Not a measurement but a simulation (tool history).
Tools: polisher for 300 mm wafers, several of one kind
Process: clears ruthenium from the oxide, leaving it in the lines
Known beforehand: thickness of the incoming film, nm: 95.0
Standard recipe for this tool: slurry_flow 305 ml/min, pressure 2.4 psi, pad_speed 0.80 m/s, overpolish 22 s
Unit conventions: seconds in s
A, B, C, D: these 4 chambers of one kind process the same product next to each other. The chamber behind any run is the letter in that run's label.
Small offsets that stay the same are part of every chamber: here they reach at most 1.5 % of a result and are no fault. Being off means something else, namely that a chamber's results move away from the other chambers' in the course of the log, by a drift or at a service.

| run | hour | slurry_flow | pressure | pad_speed | overpolish | wafers polished on this pad | hours since the slurry nozzle was cleaned | hours since the head pressure was calibrated | seconds |
|---|---|---|---|---|---|---|---|---|---|
| 1B | 10.2 | 305 | 2.4 | 0.80 | 22 | 401 | 475.5 | 655.5 | 95.035 |
| 2D | 24.1 | 305 | 2.4 | 0.80 | 22 | 944 | 162.8 | 366.7 | 93.685 |
| 3C | 36.4 | 305 | 2.4 | 0.80 | 22 | 582 | 242.7 | 326.9 | 94.119 |
|  | 42.5 | chamber A: slurry nozzle cleaned |
| 4A | 50.0 | 305 | 2.4 | 0.80 | 22 | 679 | 7.6 | 149.7 | 94.717 |
|  | 52.0 | chamber C: worn pad replaced by a new one |
|  | 61.1 | chamber A: worn pad replaced by a new one |
| 5D | 64.2 | 305 | 2.4 | 0.80 | 22 | 1413 | 202.9 | 406.8 | 92.742 |
|  | 76.8 | chamber B: worn pad replaced by a new one |
| 6B | 79.2 | 305 | 2.4 | 0.80 | 22 | 28 | 544.5 | 724.5 | 93.634 |
|  | 79.5 | chamber D: worn pad replaced by a new one |
| 7C | 92.2 | 225 | 2.4 | 0.80 | 22 | 470 | 298.5 | 382.7 | 97.628 |
| 8A | 106.4 | 225 | 2.4 | 0.80 | 22 | 529 | 64.0 | 206.1 | 98.794 |
| 9C | 118.2 | 225 | 2.4 | 0.80 | 22 | 774 | 324.5 | 408.7 | 96.524 |
|  | 119.7 | chamber C: worn pad replaced by a new one |
|  | 122.3 | chamber B: head pressure recalibrated |
|  | 131.0 | chamber A: worn pad replaced by a new one |
| 10A | 134.1 | 225 | 2.4 | 0.80 | 22 | 36 | 91.7 | 233.8 | 95.589 |
| 11B | 147.2 | 305 | 2.4 | 0.80 | 22 | 823 | 612.5 | 24.9 | 96.475 |
| 12D | 157.1 | 305 | 2.4 | 0.80 | 22 | 907 | 295.8 | 499.7 | 92.772 |
| 13A | 164.2 | 305 | 2.4 | 0.80 | 22 | 388 | 121.8 | 263.9 | 93.231 |
| 14C | 173.2 | 305 | 2.4 | 0.80 | 22 | 625 | 379.5 | 463.7 | 93.749 |
|  | 180.9 | chamber B: worn pad replaced by a new one |
| 15B | 182.0 | 305 | 2.4 | 0.80 | 22 | 13 | 647.3 | 59.7 | 93.921 |
|  | 184.9 | chamber C: slurry nozzle cleaned |
| 16D | 190.5 | 305 | 2.4 | 0.80 | 22 | 1298 | 329.2 | 533.1 | 92.746 |
| 17B | 199.7 | 305 | 2.4 | 1.00 | 12 | 220 | 665.0 | 77.4 | 75.176 |
|  | 204.3 | chamber C: worn pad replaced by a new one |
| 18C | 208.0 | 305 | 2.4 | 1.00 | 12 | 44 | 23.2 | 498.5 | 74.218 |
|  | 212.1 | chamber A: worn pad replaced by a new one |
|  | 218.8 | chamber D: worn pad replaced by a new one |
|  | 219.0 | chamber B: slurry nozzle cleaned |
| 19D | 223.1 | 305 | 2.4 | 1.00 | 12 | 51 | 361.8 | 565.7 | 74.650 |
| 20A | 238.3 | 305 | 2.4 | 1.00 | 12 | 306 | 195.9 | 338.0 | 76.388 |
| 21C | 248.4 | 305 | 2.4 | 0.80 | 22 | 516 | 63.6 | 538.9 | 92.974 |
| 22D | 263.4 | 305 | 2.4 | 0.80 | 22 | 522 | 402.1 | 606.0 | 92.762 |
| 23A | 270.7 | 305 | 2.4 | 0.80 | 22 | 685 | 228.3 | 370.4 | 100.070 |
|  | 276.8 | chamber A: worn pad replaced by a new one |
|  | 278.3 | chamber C: worn pad replaced by a new one |
|  | 285.5 | chamber B: worn pad replaced by a new one |
| 24B | 286.4 | 305 | 2.4 | 0.80 | 22 | 11 | 67.4 | 164.1 | 95.173 |
| 25C | 298.0 | 305 | 2.4 | 0.80 | 22 | 230 | 113.2 | 588.5 | 93.691 |
|  | 305.4 | chamber D: slurry nozzle cleaned |
| 26D | 309.7 | 305 | 2.4 | 0.80 | 22 | 1063 | 4.3 | 652.3 | 92.165 |
| 27A | 319.6 | 305 | 2.4 | 0.58 | 11 | 501 | 277.2 | 419.3 | 139.740 |
| 28B | 327.3 | 305 | 2.4 | 0.58 | 11 | 489 | 108.3 | 205.0 | 131.360 |
| 29C | 334.8 | 305 | 2.4 | 0.58 | 11 | 660 | 150.0 | 625.3 | 130.610 |
|  | 343.7 | chamber D: worn pad replaced by a new one |
| 30D | 350.2 | 305 | 2.4 | 0.58 | 11 | 76 | 44.8 | 692.8 | 129.040 |
|  | 356.3 | chamber A: worn pad replaced by a new one |
| 31B | 365.7 | 305 | 2.4 | 0.80 | 22 | 938 | 146.7 | 243.4 | 94.014 |
| 32A | 373.1 | 305 | 2.4 | 0.60 | 22 | 196 | 330.7 | 472.8 | 137.940 |

One chamber off, gauge drift, or nothing amiss beyond the chambers' own small offsets? If it is a chamber, which one, and what is the likeliest cause?

One chamber, A, drifts off from the rest bit by bit.
Most likely cause: head's pressure below its setpoint, % = 9.27.

Chamber A could run next with any of the 4 candidate recipes listed below; each alters the usual settings, and their results appear as question marks. Which one brings its results back in line with what the other chambers deliver on the usual settings?
In line means no further than this from the other chambers' mean on the usual settings: seconds 3.100 s
| 33A-1 | 384.5 | 300 | 2.4 | 0.72 | 22 |  |  |  | ? |
| 33A-2 | 384.5 | 310 | 2.4 | 0.88 | 22 |  |  |  | ? |
| 33A-3 | 384.5 | 310 | 2.8 | 0.80 | 22 |  |  |  | ? |
| 33A-4 | 384.5 | 305 | 2.2 | 0.74 | 22 |  |  |  | ? |

The other chambers' mean on the usual settings: seconds 94.289 s
| run | seconds |
|---|---|
| 33A-1 | 115.610 |
| 33A-2 | 94.359 |
| 33A-3 | 88.775 |
| 33A-4 | 122.700 |
33A-2 puts the chamber back in line with the other chambers.
